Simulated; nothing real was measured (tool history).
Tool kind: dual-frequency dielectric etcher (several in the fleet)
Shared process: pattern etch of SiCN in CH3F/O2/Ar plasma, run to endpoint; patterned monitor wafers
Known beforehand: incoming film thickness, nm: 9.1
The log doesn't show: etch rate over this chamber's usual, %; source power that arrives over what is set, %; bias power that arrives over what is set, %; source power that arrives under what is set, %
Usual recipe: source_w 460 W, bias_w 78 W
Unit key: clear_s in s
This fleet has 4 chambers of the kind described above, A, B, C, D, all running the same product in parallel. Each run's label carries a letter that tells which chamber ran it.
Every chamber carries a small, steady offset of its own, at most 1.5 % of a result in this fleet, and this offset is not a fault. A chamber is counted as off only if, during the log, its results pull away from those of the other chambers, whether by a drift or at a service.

run	hour	source_w	bias_w	hours since the last wet clean	hours since the last source power generator calibration	hours since the last bias power generator calibration	clear_s
# hour 3.0: chamber A: wet clean of the chamber
1A	7.5	460	78	4.5	2576.9	4586.0	22.200
2D	15.5	460	78	424.3	2971.4	3219.7	22.379
3B	24.6	460	78	386.8	76.3	1744.5	22.272
4C	31.9	460	78	174.9	645.2	1927.5	22.350
5A	41.6	460	62	38.6	2611.0	4620.1	23.860
6B	47.1	460	62	409.3	98.8	1767.0	23.765
# hour 48.4: chamber C: bias power generator calibrated
7C	54.9	460	62	197.9	668.2	6.5	24.576
8D	62.4	460	62	471.2	3018.3	3266.6	24.379
9D	67.2	460	78	476.0	3023.1	3271.4	22.168
# hour 68.5: chamber D: wet clean of the chamber
10B	76.3	460	78	438.5	128.0	1796.2	21.745
11A	82.7	460	78	79.7	2652.1	4661.2	22.256
12C	91.3	460	78	234.3	704.6	42.9	22.099
# hour 91.7: chamber B: wet clean of the chamber
13B	98.3	460	78	6.7	150.0	1818.2	21.958
14D	104.6	460	78	36.2	3060.5	3308.8	21.967
15C	109.3	460	62	252.3	722.6	60.9	24.056
16A	117.9	460	62	114.9	2687.3	4696.4	23.958
# hour 118.7: chamber D: source power generator calibrated
17D	125.4	460	62	57.0	6.7	3329.6	24.302
18C	130.1	460	62	273.1	743.4	81.7	23.994
19A	135.9	460	78	132.9	2705.3	4714.4	22.373
20B	140.4	460	78	48.8	192.1	1860.3	21.875
21A	149.9	460	78	146.9	2719.3	4728.4	22.169
22C	159.2	460	78	302.2	772.5	110.8	22.351
23D	165.9	460	78	97.5	47.2	3370.1	22.262
24B	174.7	460	78	83.1	226.4	1894.6	21.889
25C	184.1	460	78	327.1	797.4	135.7	22.410
26B	192.8	460	78	101.2	244.5	1912.7	22.038
27A	198.4	370	78	195.4	2767.8	4776.9	24.075
28D	205.8	370	78	137.4	87.1	3410.0	24.232
29D	210.7	370	78	142.3	92.0	3414.9	23.958
# hour 216.7: chamber D: bias power generator calibrated
30A	219.3	370	78	216.3	2788.7	4797.8	24.076
31B	229.0	460	78	137.4	280.7	1948.9	21.988
32C	237.0	460	78	380.0	850.3	188.6	22.555
33A	244.3	540	95	241.3	2813.7	4822.8	19.451
34D	254.4	540	95	186.0	135.7	37.7	19.343
35B	258.9	540	95	167.3	310.6	1978.8	19.313
36C	263.5	540	95	406.5	876.8	215.1	19.551
37D	272.6	460	78	204.2	153.9	55.9	22.479
38C	281.0	460	78	424.0	894.3	232.6	22.247
39A	287.9	460	78	284.9	2857.3	4866.4	22.433
40B	295.7	460	78	204.1	347.4	2015.6	22.266
41D	303.9	460	78	235.5	185.2	87.2	22.401
42B	312.6	460	78	221.0	364.3	2032.5	21.761
43A	319.6	460	78	316.6	2889.0	4898.1	21.993
44C	328.3	460	78	471.3	941.6	279.9	22.469

Is one chamber off against the others, does the gauge drift, or is nothing wrong? If a chamber is off, say which, and what the likeliest cause is.

All chambers stay in line apart from their small fixed offsets, and the gauge does not drift.
